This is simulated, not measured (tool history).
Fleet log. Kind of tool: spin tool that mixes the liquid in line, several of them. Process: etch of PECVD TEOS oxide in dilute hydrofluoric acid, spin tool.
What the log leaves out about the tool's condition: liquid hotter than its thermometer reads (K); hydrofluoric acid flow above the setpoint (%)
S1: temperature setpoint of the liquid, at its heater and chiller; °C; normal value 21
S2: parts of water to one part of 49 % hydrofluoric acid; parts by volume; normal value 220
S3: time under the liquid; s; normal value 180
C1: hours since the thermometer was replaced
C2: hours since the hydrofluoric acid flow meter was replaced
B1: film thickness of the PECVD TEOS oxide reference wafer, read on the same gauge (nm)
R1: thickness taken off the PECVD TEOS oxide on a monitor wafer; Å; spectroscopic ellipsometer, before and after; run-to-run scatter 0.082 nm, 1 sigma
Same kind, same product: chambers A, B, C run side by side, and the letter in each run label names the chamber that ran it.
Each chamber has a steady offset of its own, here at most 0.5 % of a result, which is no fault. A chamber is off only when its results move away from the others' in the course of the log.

| run | day | S1 | S2 | S3 | C1 | C2 | B1 | R1 |
|---|---|---|---|---|---|---|---|---|
| 1C | 0.35 | 21 | 220 | 180 | 222 | 929.9 | 29.995 | 183.93 |
| 2B | 0.704 | 21 | 220 | 180 | 1975.7 | 893.9 | 30.011 | 178.96 |
| 3A | 1.108 | 21 | 220 | 180 | 1746.1 | 522.8 | 29.99 | 181.05 |
| 4A | 1.383 | 21 | 220 | 180 | 1752.7 | 529.4 | 30.014 | 182.34 |
| 5C | 1.596 | 21 | 220 | 180 | 251.9 | 959.8 | 30.008 | 181.6 |
| 6B | 1.875 | 21 | 220 | 180 | 2003.8 | 922 | 29.995 | 181.61 |
| 7B | 2.096 | 21 | 220 | 180 | 2009.1 | 927.3 | 30.005 | 179.85 |
| 8A | 2.483 | 21 | 220 | 180 | 1779.1 | 555.8 | 30.01 | 182.41 |
| 9C | 2.75 | 21 | 220 | 180 | 279.6 | 987.5 | 30.001 | 181.71 |
| 10A | 2.988 | 21 | 220 | 180 | 1791.2 | 567.9 | 29.996 | 182.87 |
| 11C | 3.196 | 21 | 220 | 180 | 290.3 | 998.2 | 29.979 | 182.23 |
| 12B | 3.45 | 21 | 220 | 180 | 2041.6 | 959.8 | 30.006 | 181.37 |
| 13B | 3.629 | 21 | 220 | 180 | 2045.9 | 964.1 | 30.01 | 180.68 |
| 14A | 3.871 | 21 | 220 | 180 | 1812.4 | 589.1 | 29.997 | 181.82 |
| 15C | 4.2 | 21 | 220 | 180 | 314.4 | 1022.3 | 30.009 | 182.02 |
| 16A | 4.425 | 21 | 220 | 180 | 1825.7 | 602.4 | 29.999 | 181.05 |
| 17C | 4.717 | 17 | 145 | 180 | 326.8 | 1034.7 | 29.997 | 254.16 |
| 18B | 5.125 | 17 | 145 | 180 | 2081.8 | 1000 | 29.995 | 252.68 |
| 19B | 5.383 | 17 | 145 | 180 | 2088 | 1006.2 | 29.989 | 254.19 |
| 20A | 5.629 | 21 | 220 | 180 | 1854.6 | 631.3 | 29.998 | 182.03 |
| 21C | 5.829 | 21 | 220 | 180 | 353.5 | 1061.4 | 29.996 | 184.73 |
| 22B | 6.008 | 21 | 220 | 180 | 2103 | 1021.2 | 29.989 | 180.35 |
| 23A | 6.304 | 21 | 220 | 180 | 1870.8 | 647.5 | 29.989 | 182.5 |
| 24C | 6.712 | 21 | 220 | 180 | 374.7 | 1082.6 | 29.989 | 186.12 |
| 25C | 7.054 | 21 | 220 | 180 | 382.9 | 1090.8 | 30.001 | 185.25 |
| 26A | 7.271 | 21 | 220 | 180 | 1894 | 670.7 | 29.996 | 181.78 |
| 27B | 7.658 | 23.5 | 220 | 180 | 2142.6 | 1060.8 | 29.979 | 199.68 |
| 28C | 8.054 | 23.5 | 220 | 180 | 406.9 | 1114.8 | 29.984 | 206.37 |
| 29A | 8.3 | 23.5 | 220 | 180 | 1918.7 | 695.4 | 29.996 | 200.5 |
| 30B | 8.525 | 21 | 220 | 180 | 2163.4 | 1081.6 | 29.993 | 181.57 |
| 31A | 8.779 | 21 | 220 | 180 | 1930.2 | 706.9 | 29.989 | 180.99 |
| 32C | 9.033 | 21 | 220 | 180 | 430.4 | 1138.3 | 29.983 | 187.22 |
| 33B | 9.292 | 21 | 220 | 180 | 2181.8 | 1100 | 30.032 | 180.38 |
| 34B | 9.579 | 21 | 220 | 180 | 2188.7 | 1106.9 | 30.02 | 180.42 |
| 35A | 9.796 | 21 | 220 | 180 | 1954.6 | 731.3 | 29.996 | 181.39 |
| 36C | 10.096 | 21 | 220 | 180 | 455.9 | 1163.8 | 29.99 | 189.65 |
| 37B | 10.379 | 21 | 220 | 180 | 2207.9 | 1126.1 | 29.985 | 181.59 |
| 38C | 10.738 | 21 | 220 | 180 | 471.3 | 1179.2 | 29.982 | 188.7 |
| 39A | 11.017 | 21 | 220 | 180 | 1983.9 | 760.6 | 30.008 | 181.74 |
| 40A | 11.2 | 21 | 220 | 180 | 1988.3 | 765 | 29.984 | 182.65 |
| 41C | 11.496 | 21 | 315 | 180 | 489.5 | 1197.4 | 29.99 | 123.54 |

Read the log: is a single chamber off, either drifting away or since a service, is the gauge that measures every chamber drifting, or is nothing wrong beyond small per-chamber offsets? Name any odd chamber and what most likely caused it.

One chamber, C, drifts off from the rest bit by bit.
What lies behind it: hydrofluoric acid flow above the setpoint (%) = 4.3.
The log may not separate it from: liquid hotter than its thermometer reads (K).

Which of the 4 candidates below, each the usual settings with something changed and its results left as question marks, puts chamber C back in line with what the other chambers give on the usual settings?
Maximum distance from the other chambers' mean on the usual settings for a result to count as in line: R1 2.9 Å
| 42C-1 | 11.788 | 21 | 240 | 180 |  |  |  | ? |
| 42C-2 | 11.788 | 21 | 230 | 180 |  |  |  | ? |
| 42C-3 | 11.788 | 21 | 215 | 185 |  |  |  | ? |
| 42C-4 | 11.788 | 21 | 200 | 180 |  |  |  | ? |

The mean the other chambers reach with the usual settings: R1 181.44 Å
| run | R1 |
|---|---|
| 42C-1 | 172.82 |
| 42C-2 | 181.98 |
| 42C-3 | 202.88 |
| 42C-4 | 215.18 |
42C-2 is the one that brings the chamber's results back in line with the other chambers.

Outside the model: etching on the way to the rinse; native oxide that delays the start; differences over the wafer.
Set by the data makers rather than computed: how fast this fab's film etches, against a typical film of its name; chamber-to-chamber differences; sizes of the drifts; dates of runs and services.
